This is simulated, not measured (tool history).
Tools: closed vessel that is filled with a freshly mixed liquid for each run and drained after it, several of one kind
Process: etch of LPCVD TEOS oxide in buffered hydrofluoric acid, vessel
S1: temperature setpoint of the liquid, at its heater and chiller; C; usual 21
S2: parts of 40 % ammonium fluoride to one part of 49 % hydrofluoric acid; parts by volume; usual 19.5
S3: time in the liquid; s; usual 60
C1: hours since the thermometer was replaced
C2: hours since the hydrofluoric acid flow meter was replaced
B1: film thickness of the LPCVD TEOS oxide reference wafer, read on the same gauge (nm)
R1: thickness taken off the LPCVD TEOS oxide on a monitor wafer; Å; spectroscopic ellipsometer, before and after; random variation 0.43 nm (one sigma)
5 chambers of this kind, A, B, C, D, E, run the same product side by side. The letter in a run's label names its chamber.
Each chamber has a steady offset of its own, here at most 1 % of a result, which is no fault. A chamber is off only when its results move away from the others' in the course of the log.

Run 1D, day 0.296: usual settings; C1 1395.4; C2 1739.9; B1 99.972. Result: R1 1031.20 Å.
Run 2B, day 0.704: usual settings; C1 194.3; C2 630.2; B1 100.010. Result: R1 1024.30 Å.
Run 3C, day 0.975: usual settings; C1 492.1; C2 287.4; B1 99.997. Result: R1 1015.00 Å.
Run 4E, day 1.212: usual settings; C1 181.1; C2 1476.2; B1 99.986. Result: R1 1028.40 Å.
Run 5A, day 1.538: usual settings; C1 503.6; C2 2045.2; B1 99.980. Result: R1 1026.60 Å.
Run 6A, day 1.779: usual settings; C1 509.4; C2 2051.0; B1 100.000. Result: R1 1021.20 Å.
Run 7B, day 2.162: usual settings; C1 229.3; C2 665.2; B1 99.992. Result: R1 1017.40 Å.
Run 8D, day 2.558: usual settings; C1 1449.7; C2 1794.2; B1 99.971. Result: R1 1028.60 Å.
Run 9C, day 2.888: usual settings; C1 538.0; C2 333.3; B1 99.994. Result: R1 1017.60 Å.
Run 10E, day 3.254: usual settings; C1 230.1; C2 1525.2; B1 100.000. Result: R1 1028.20 Å.
Run 11D, day 3.521: usual settings; C1 1472.8; C2 1817.3; B1 100.010. Result: R1 1033.10 Å.
Run 12A, day 3.846: usual settings; C1 559.0; C2 2100.6; B1 99.968. Result: R1 1029.90 Å.
At day 3.892: chamber D: hydrofluoric acid flow meter replaced.
Run 13B, day 4.167: usual settings but S3 90 s; C1 277.4; C2 713.3; B1 100.010. Result: R1 1540.50 Å.
Run 14C, day 4.467: usual settings but S3 90 s; C1 575.9; C2 371.2; B1 99.990. Result: R1 1532.90 Å.
Run 15E, day 4.779: usual settings but S3 90 s; C1 266.7; C2 1561.8; B1 100.040. Result: R1 1540.30 Å.
Run 16B, day 5.033: usual settings but S3 90 s; C1 298.2; C2 734.1; B1 100.030. Result: R1 1530.20 Å.
Run 17D, day 5.346: usual settings but S3 90 s; C1 1516.6; C2 35.0; B1 100.000. Result: R1 1540.50 Å.
Run 18C, day 5.600: usual settings; C1 603.1; C2 398.4; B1 99.967. Result: R1 1017.40 Å.
Run 19E, day 5.862: usual settings; C1 292.7; C2 1587.8; B1 100.010. Result: R1 1016.60 Å.
Run 20A, day 6.217: usual settings; C1 615.9; C2 2157.5; B1 100.010. Result: R1 1025.20 Å.
Run 21E, day 6.417: usual settings but S1 25 C, S2 27.0 parts by volume; C1 306.0; C2 1601.1; B1 99.941. Result: R1 1021.80 Å.
Run 22C, day 6.712: usual settings but S1 25 C, S2 27.0 parts by volume; C1 629.8; C2 425.1; B1 99.986. Result: R1 1006.60 Å.
Run 23A, day 7.029: usual settings but S1 25 C, S2 27.0 parts by volume; C1 635.4; C2 2177.0; B1 100.020. Result: R1 1008.10 Å.
Run 24D, day 7.388: usual settings but S1 25 C, S2 27.0 parts by volume; C1 1565.6; C2 84.0; B1 100.030. Result: R1 1019.10 Å.
Run 25B, day 7.775: usual settings but S1 25 C, S2 27.0 parts by volume; C1 364.0; C2 799.9; B1 99.973. Result: R1 1007.10 Å.
Run 26E, day 8.046: usual settings; C1 345.1; C2 1640.2; B1 100.020. Result: R1 1026.50 Å.
At day 8.229: chamber D: thermometer replaced.
Run 27B, day 8.258: usual settings; C1 375.6; C2 811.5; B1 99.986. Result: R1 1023.20 Å.
Run 28A, day 8.442: usual settings; C1 669.3; C2 2210.9; B1 100.010. Result: R1 1017.70 Å.
Run 29D, day 8.662: usual settings; C1 10.4; C2 114.6; B1 100.020. Result: R1 1030.60 Å.
Run 30C, day 9.067: usual settings; C1 686.3; C2 481.6; B1 99.973. Result: R1 1017.40 Å.
Run 31D, day 9.458: usual settings; C1 29.5; C2 133.7; B1 99.969. Result: R1 1027.10 Å.

What goes on in this fleet: one chamber off, a drifting gauge, or nothing beyond the chambers' own small offsets? Name the chamber and the cause, if any.

No chamber stands off beyond its own small offset, and the gauge holds steady.
